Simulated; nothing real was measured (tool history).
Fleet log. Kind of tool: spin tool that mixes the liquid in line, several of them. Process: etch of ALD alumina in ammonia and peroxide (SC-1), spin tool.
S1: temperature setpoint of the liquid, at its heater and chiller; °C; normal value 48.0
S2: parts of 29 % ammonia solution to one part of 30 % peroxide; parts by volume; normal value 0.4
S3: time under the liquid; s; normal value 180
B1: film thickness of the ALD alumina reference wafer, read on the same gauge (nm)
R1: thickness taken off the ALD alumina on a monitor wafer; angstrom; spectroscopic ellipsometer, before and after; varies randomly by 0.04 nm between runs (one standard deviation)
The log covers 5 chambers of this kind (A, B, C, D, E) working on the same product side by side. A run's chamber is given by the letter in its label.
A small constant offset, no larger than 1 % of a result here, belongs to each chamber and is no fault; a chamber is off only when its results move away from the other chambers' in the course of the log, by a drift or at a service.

run,hour,S1,S2,S3,B1,R1
# hour 1.1: chamber D: new drum of ammonia solution connected
1B,8.3,48.0,0.4,180,89.999,103.55
2D,23.0,48.0,0.4,180,89.953,103.39
3C,31.5,48.0,0.4,180,89.968,104.47
# hour 33.6: chamber B: new drum of ammonia solution connected
# hour 34.5: chamber B: thermometer replaced
4E,45.6,48.0,0.4,180,89.995,103.44
5A,61.6,48.0,0.4,180,90.056,103.71
6D,77.1,48.0,0.4,180,90.009,103.19
# hour 86.7: chamber A: heated supply line repaired
7E,93.6,48.0,0.4,180,89.975,103.17
8C,105.7,56.5,0.4,180,90.009,166.95
9A,119.0,56.5,0.4,180,89.977,165.28
10B,131.1,56.5,0.4,180,89.968,166.11
11C,140.0,56.5,0.4,180,89.985,167.61
12D,152.4,56.5,0.4,180,89.984,162.63
13A,165.4,53.5,0.4,180,90.004,140.37
# hour 170.8: chamber E: new drum of ammonia solution connected
14E,172.7,53.5,0.4,180,89.982,139.47
# hour 179.0: chamber E: ammonia flow meter replaced
15B,185.2,53.5,0.4,180,90.009,140.84
16E,198.4,53.5,0.4,180,89.955,139.09
17D,213.7,53.5,0.4,180,90.042,139.26
# hour 222.2: chamber E: thermometer replaced
18A,228.7,48.0,0.4,180,90.030,104.10
# hour 234.1: chamber D: new drum of ammonia solution connected
# hour 240.4: chamber A: new drum of ammonia solution connected
19B,240.4,48.0,0.4,180,90.007,103.89
20C,252.7,48.0,0.3,265,90.019,149.88
21E,267.0,48.0,0.3,265,90.000,147.97
22C,283.6,48.0,0.3,265,90.013,149.95
23B,292.4,48.0,0.3,265,89.962,148.47
24D,300.9,48.0,0.3,265,89.976,148.72
25A,316.0,48.0,0.4,180,90.041,103.82
# hour 318.2: chamber C: new drum of ammonia solution connected
26D,329.5,48.0,0.4,180,90.018,102.94
27E,345.3,48.0,0.4,180,90.011,103.08
28A,355.2,48.0,0.4,180,89.986,103.59
29C,370.7,48.0,0.4,180,90.032,105.10
30B,385.9,48.0,0.4,180,89.986,104.12
31C,401.5,57.5,0.2,180,90.051,164.67
32D,413.2,57.5,0.2,180,90.011,158.85
33B,428.9,57.5,0.2,180,90.020,162.73
# hour 431.2: chamber D: new drum of ammonia solution connected
34A,445.5,57.5,0.2,180,90.059,163.96
35E,454.8,57.5,0.2,180,89.988,161.31
36C,467.5,48.0,0.4,180,90.010,104.75
37E,476.8,48.0,0.4,180,89.995,103.53
38D,491.3,48.0,0.4,180,90.006,103.77

Next, all 5 chambers run the settings below, one line each with question marks for the results. What does each chamber give?
39A,503.2,48.0,0.4,255,,?
39B,503.2,48.0,0.4,255,,?
39C,503.2,48.0,0.4,255,,?
39D,503.2,48.0,0.4,255,,?
39E,503.2,48.0,0.4,255,,?

run,R1
39A,147.14
39B,147.44
39C,147.40
39D,146.57
39E,145.44
